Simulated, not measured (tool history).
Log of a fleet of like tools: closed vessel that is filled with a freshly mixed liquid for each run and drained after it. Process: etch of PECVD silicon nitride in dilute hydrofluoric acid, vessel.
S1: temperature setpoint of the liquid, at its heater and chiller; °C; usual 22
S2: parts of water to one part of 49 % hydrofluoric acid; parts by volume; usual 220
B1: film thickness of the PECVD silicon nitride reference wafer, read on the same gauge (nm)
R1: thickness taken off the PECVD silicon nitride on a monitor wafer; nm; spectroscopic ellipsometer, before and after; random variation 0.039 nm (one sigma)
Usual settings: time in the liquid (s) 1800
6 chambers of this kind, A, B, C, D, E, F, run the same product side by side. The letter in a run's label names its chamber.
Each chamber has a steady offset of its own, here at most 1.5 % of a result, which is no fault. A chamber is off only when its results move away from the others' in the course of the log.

Run 1D, hour 10.2: usual settings; B1 120.01. Result: R1 12.5070 nm.
Run 2C, hour 16.6: usual settings; B1 120.00. Result: R1 12.3450 nm.
Run 3F, hour 27.6: usual settings; B1 119.98. Result: R1 12.3590 nm.
Run 4B, hour 37.1: usual settings; B1 120.02. Result: R1 12.5410 nm.
Run 5E, hour 44.8: usual settings; B1 119.99. Result: R1 12.5960 nm.
Run 6A, hour 53.1: usual settings; B1 120.01. Result: R1 12.5240 nm.
Run 7F, hour 59.7: usual settings but S1 24 °C, S2 160 parts by volume; B1 120.03. Result: R1 19.2590 nm.
Run 8E, hour 69.2: usual settings but S1 24 °C, S2 160 parts by volume; B1 120.02. Result: R1 19.7010 nm.
Run 9C, hour 75.8: usual settings but S1 24 °C, S2 160 parts by volume; B1 120.01. Result: R1 19.2610 nm.
Run 10B, hour 83.8: usual settings but S1 24 °C, S2 160 parts by volume; B1 120.02. Result: R1 19.6000 nm.
Run 11A, hour 91.0: usual settings but S1 24 °C, S2 160 parts by volume; B1 119.99. Result: R1 19.3170 nm.
Run 12D, hour 100.1: usual settings but S1 24 °C, S2 160 parts by volume; B1 120.01. Result: R1 19.4730 nm.
Run 13A, hour 106.2: usual settings; B1 119.99. Result: R1 12.5220 nm.
Run 14E, hour 117.9: usual settings but time in the liquid (s) 2440; B1 119.99. Result: R1 17.0020 nm.
Run 15B, hour 128.9: usual settings but time in the liquid (s) 2440; B1 120.00. Result: R1 16.9640 nm.
Run 16D, hour 137.3: usual settings but time in the liquid (s) 2440; B1 120.00. Result: R1 17.0230 nm.
Run 17C, hour 146.2: usual settings but time in the liquid (s) 2440; B1 119.99. Result: R1 16.7680 nm.
Run 18F, hour 158.9: usual settings but time in the liquid (s) 2440; B1 120.00. Result: R1 16.8040 nm.
Run 19F, hour 167.3: usual settings but time in the liquid (s) 2440; B1 119.99. Result: R1 16.7880 nm.
Run 20E, hour 176.7: usual settings but S2 155 parts by volume, time in the liquid (s) 1435; B1 120.01. Result: R1 14.2240 nm.
At hour 180.5: chamber F: hydrofluoric acid flow meter replaced.
Run 21B, hour 185.2: usual settings but S2 155 parts by volume, time in the liquid (s) 1435; B1 120.01. Result: R1 14.0820 nm.
Run 22C, hour 192.9: usual settings but S2 155 parts by volume, time in the liquid (s) 1435; B1 119.98. Result: R1 13.9540 nm.
Run 23A, hour 205.7: usual settings but S2 155 parts by volume, time in the liquid (s) 1435; B1 120.00. Result: R1 13.8910 nm.
Run 24D, hour 214.6: usual settings but S2 155 parts by volume, time in the liquid (s) 1435; B1 120.00. Result: R1 14.1970 nm.
At hour 216.5: chamber C: hydrofluoric acid flow meter replaced.
Run 25E, hour 222.6: usual settings but S2 155 parts by volume, time in the liquid (s) 1435; B1 120.01. Result: R1 14.2260 nm.
Run 26A, hour 230.1: usual settings but S2 160 parts by volume, time in the liquid (s) 795; B1 120.00. Result: R1 7.4896 nm.
Run 27B, hour 235.7: usual settings but S2 160 parts by volume, time in the liquid (s) 795; B1 120.01. Result: R1 7.6065 nm.
Run 28C, hour 247.1: usual settings but S2 160 parts by volume, time in the liquid (s) 795; B1 119.99. Result: R1 7.4562 nm.
Run 29F, hour 253.3: usual settings but S2 160 parts by volume, time in the liquid (s) 795; B1 119.98. Result: R1 7.4868 nm.
Run 30D, hour 263.3: usual settings but S2 160 parts by volume, time in the liquid (s) 795; B1 119.98. Result: R1 7.6047 nm.
Run 31A, hour 274.1: usual settings but S2 160 parts by volume, time in the liquid (s) 795; B1 120.00. Result: R1 7.5336 nm.
Run 32D, hour 280.6: usual settings; B1 120.00. Result: R1 12.4900 nm.
Run 33E, hour 289.8: usual settings; B1 119.99. Result: R1 12.6050 nm.
Run 34F, hour 300.1: usual settings; B1 120.01. Result: R1 12.4290 nm.
Run 35C, hour 310.1: usual settings; B1 120.02. Result: R1 12.3110 nm.
Run 36B, hour 315.7: usual settings but S2 265 parts by volume, time in the liquid (s) 2765; B1 119.99. Result: R1 15.8880 nm.

Next, every chamber runs the same settings. What will each give?
Run 37A, hour 325.0: usual settings. Result: R1 ?.
Run 37B, hour 325.0: usual settings. Result: R1 ?.
Run 37C, hour 325.0: usual settings. Result: R1 ?.
Run 37D, hour 325.0: usual settings. Result: R1 ?.
Run 37E, hour 325.0: usual settings. Result: R1 ?.
Run 37F, hour 325.0: usual settings. Result: R1 ?.

run       R1
37A  12.4860
37B  12.5190
37C  12.2930
37D  12.4540
37E  12.6020
37F  12.4370

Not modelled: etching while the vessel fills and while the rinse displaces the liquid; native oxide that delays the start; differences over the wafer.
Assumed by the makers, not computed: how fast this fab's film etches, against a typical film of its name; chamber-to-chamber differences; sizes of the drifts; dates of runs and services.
